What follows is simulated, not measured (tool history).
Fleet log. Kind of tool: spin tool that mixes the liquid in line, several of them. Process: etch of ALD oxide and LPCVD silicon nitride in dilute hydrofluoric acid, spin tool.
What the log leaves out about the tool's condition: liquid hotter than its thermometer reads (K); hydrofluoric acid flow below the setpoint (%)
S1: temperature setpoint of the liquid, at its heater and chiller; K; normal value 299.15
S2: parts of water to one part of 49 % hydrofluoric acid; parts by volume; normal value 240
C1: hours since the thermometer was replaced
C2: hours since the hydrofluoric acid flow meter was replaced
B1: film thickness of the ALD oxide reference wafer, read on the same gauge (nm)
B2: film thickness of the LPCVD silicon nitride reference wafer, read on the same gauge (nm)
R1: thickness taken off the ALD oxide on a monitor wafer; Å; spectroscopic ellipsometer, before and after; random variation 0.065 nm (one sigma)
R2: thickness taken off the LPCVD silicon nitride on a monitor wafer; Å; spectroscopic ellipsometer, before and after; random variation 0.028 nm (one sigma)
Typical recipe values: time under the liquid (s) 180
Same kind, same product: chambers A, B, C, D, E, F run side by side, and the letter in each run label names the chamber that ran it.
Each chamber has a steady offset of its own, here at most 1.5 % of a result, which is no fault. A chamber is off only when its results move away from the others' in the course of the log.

Run 1A, hour 14.0: usual settings; C1 2520.9; C2 37.6; B1 150.00; B2 120.04. Result: R1 97.416 Å, R2 3.7633 Å.
Run 2F, hour 22.0: usual settings; C1 1247.2; C2 1591.9; B1 149.99; B2 119.99. Result: R1 98.225 Å, R2 3.5527 Å.
Run 3E, hour 32.9: usual settings; C1 433.8; C2 1920.0; B1 149.99; B2 120.04. Result: R1 96.341 Å, R2 4.7222 Å.
At hour 35.7: chamber E: hydrofluoric acid flow meter replaced.
Run 4C, hour 45.5: usual settings; C1 1832.9; C2 1095.7; B1 150.01; B2 119.99. Result: R1 98.083 Å, R2 3.9216 Å.
Run 5B, hour 57.0: usual settings; C1 824.8; C2 464.3; B1 149.99; B2 120.04. Result: R1 96.568 Å, R2 4.0400 Å.
Run 6D, hour 64.1: usual settings but S2 205 parts by volume, time under the liquid (s) 90; C1 368.2; C2 209.0; B1 150.01; B2 120.00. Result: R1 58.342 Å, R2 2.5808 Å.
Run 7F, hour 77.5: usual settings but S2 205 parts by volume, time under the liquid (s) 90; C1 1302.7; C2 1647.4; B1 150.00; B2 120.02. Result: R1 59.321 Å, R2 2.3417 Å.
Run 8B, hour 87.0: usual settings but S2 205 parts by volume, time under the liquid (s) 90; C1 854.8; C2 494.3; B1 149.99; B2 120.02. Result: R1 59.355 Å, R2 2.3157 Å.
Run 9D, hour 99.7: usual settings but S2 205 parts by volume, time under the liquid (s) 90; C1 403.8; C2 244.6; B1 149.97; B2 120.02. Result: R1 59.266 Å, R2 2.4129 Å.
Run 10A, hour 111.4: usual settings but S2 205 parts by volume, time under the liquid (s) 90; C1 2618.3; C2 135.0; B1 150.03; B2 119.98. Result: R1 59.894 Å, R2 2.4440 Å.
Run 11E, hour 122.0: usual settings but S2 205 parts by volume, time under the liquid (s) 90; C1 522.9; C2 86.3; B1 150.00; B2 120.02. Result: R1 58.688 Å, R2 2.4867 Å.
Run 12C, hour 131.2: usual settings; C1 1918.6; C2 1181.4; B1 150.00; B2 120.03. Result: R1 97.777 Å, R2 3.8293 Å.
Run 13C, hour 141.7: usual settings; C1 1929.1; C2 1191.9; B1 150.00; B2 120.00. Result: R1 97.686 Å, R2 4.1586 Å.
Run 14D, hour 150.4: usual settings but S2 190 parts by volume; C1 454.5; C2 295.3; B1 150.03; B2 120.00. Result: R1 128.690 Å, R2 4.8941 Å.
Run 15A, hour 164.6: usual settings but S2 190 parts by volume; C1 2671.5; C2 188.2; B1 149.98; B2 119.98. Result: R1 128.120 Å, R2 5.0697 Å.
Run 16B, hour 175.9: usual settings but S2 190 parts by volume; C1 943.7; C2 583.2; B1 149.97; B2 119.97. Result: R1 128.760 Å, R2 4.8035 Å.
Run 17E, hour 186.0: usual settings but S2 190 parts by volume; C1 586.9; C2 150.3; B1 150.00; B2 120.03. Result: R1 127.460 Å, R2 5.1650 Å.
Run 18F, hour 198.6: usual settings but S2 190 parts by volume; C1 1423.8; C2 1768.5; B1 150.01; B2 120.02. Result: R1 130.040 Å, R2 4.9521 Å.
Run 19E, hour 207.5: usual settings but S2 190 parts by volume; C1 608.4; C2 171.8; B1 150.00; B2 120.04. Result: R1 129.340 Å, R2 5.1457 Å.
Run 20A, hour 221.6: usual settings; C1 2728.5; C2 245.2; B1 149.99; B2 120.01. Result: R1 97.786 Å, R2 4.6407 Å.
Run 21B, hour 228.9: usual settings; C1 996.7; C2 636.2; B1 149.98; B2 120.00. Result: R1 98.062 Å, R2 3.5618 Å.
Run 22D, hour 241.3: usual settings; C1 545.4; C2 386.2; B1 149.99; B2 120.01. Result: R1 96.551 Å, R2 4.4755 Å.
Run 23C, hour 249.6: usual settings; C1 2037.0; C2 1299.8; B1 150.02; B2 120.00. Result: R1 97.861 Å, R2 4.3858 Å.
At hour 256.1: chamber A: thermometer replaced.
Run 24F, hour 260.7: usual settings; C1 1485.9; C2 1830.6; B1 149.99; B2 119.96. Result: R1 98.228 Å, R2 4.2314 Å.
Run 25C, hour 270.4: usual settings; C1 2057.8; C2 1320.6; B1 150.02; B2 120.06. Result: R1 98.539 Å, R2 4.1880 Å.
Run 26E, hour 285.7: usual settings; C1 686.6; C2 250.0; B1 149.98; B2 120.00. Result: R1 96.047 Å, R2 3.6822 Å.
Run 27F, hour 292.7: usual settings; C1 1517.9; C2 1862.6; B1 150.02; B2 120.01. Result: R1 97.816 Å, R2 4.2801 Å.
Run 28A, hour 305.0: usual settings; C1 48.9; C2 328.6; B1 149.97; B2 119.96. Result: R1 95.361 Å, R2 3.7266 Å.
Run 29D, hour 312.7: usual settings; C1 616.8; C2 457.6; B1 149.98; B2 119.98. Result: R1 97.126 Å, R2 4.3329 Å.
Run 30B, hour 323.1: usual settings; C1 1090.9; C2 730.4; B1 150.01; B2 120.02. Result: R1 96.562 Å, R2 3.9237 Å.
Run 31B, hour 338.5: usual settings; C1 1106.3; C2 745.8; B1 149.98; B2 119.97. Result: R1 97.493 Å, R2 3.8783 Å.
Run 32D, hour 346.0: usual settings; C1 650.1; C2 490.9; B1 149.99; B2 119.99. Result: R1 97.450 Å, R2 3.4833 Å.
Run 33C, hour 354.4: usual settings; C1 2141.8; C2 1404.6; B1 150.00; B2 119.98. Result: R1 97.288 Å, R2 4.3461 Å.
Run 34A, hour 368.4: usual settings; C1 112.3; C2 392.0; B1 149.99; B2 120.01. Result: R1 97.551 Å, R2 3.8210 Å.
Run 35E, hour 381.1: usual settings; C1 782.0; C2 345.4; B1 150.00; B2 119.98. Result: R1 97.907 Å, R2 3.9470 Å.
Run 36F, hour 391.6: usual settings; C1 1616.8; C2 1961.5; B1 149.99; B2 120.01. Result: R1 97.395 Å, R2 3.8160 Å.

Each of the 6 chambers runs these same settings next. Fill in every chamber's results:
Run 37A, hour 403.0: usual settings but S1 296.65 K. Result: R1 ?, R2 ?.
Run 37B, hour 403.0: usual settings but S1 296.65 K. Result: R1 ?, R2 ?.
Run 37C, hour 403.0: usual settings but S1 296.65 K. Result: R1 ?, R2 ?.
Run 37D, hour 403.0: usual settings but S1 296.65 K. Result: R1 ?, R2 ?.
Run 37E, hour 403.0: usual settings but S1 296.65 K. Result: R1 ?, R2 ?.
Run 37F, hour 403.0: usual settings but S1 296.65 K. Result: R1 ?, R2 ?.

run      R1      R2
37A  88.771  3.4375
37B  87.957  3.5882
37C  89.881  3.5231
37D  89.046  3.3319
37E  88.175  3.5261
37F  88.955  3.4787
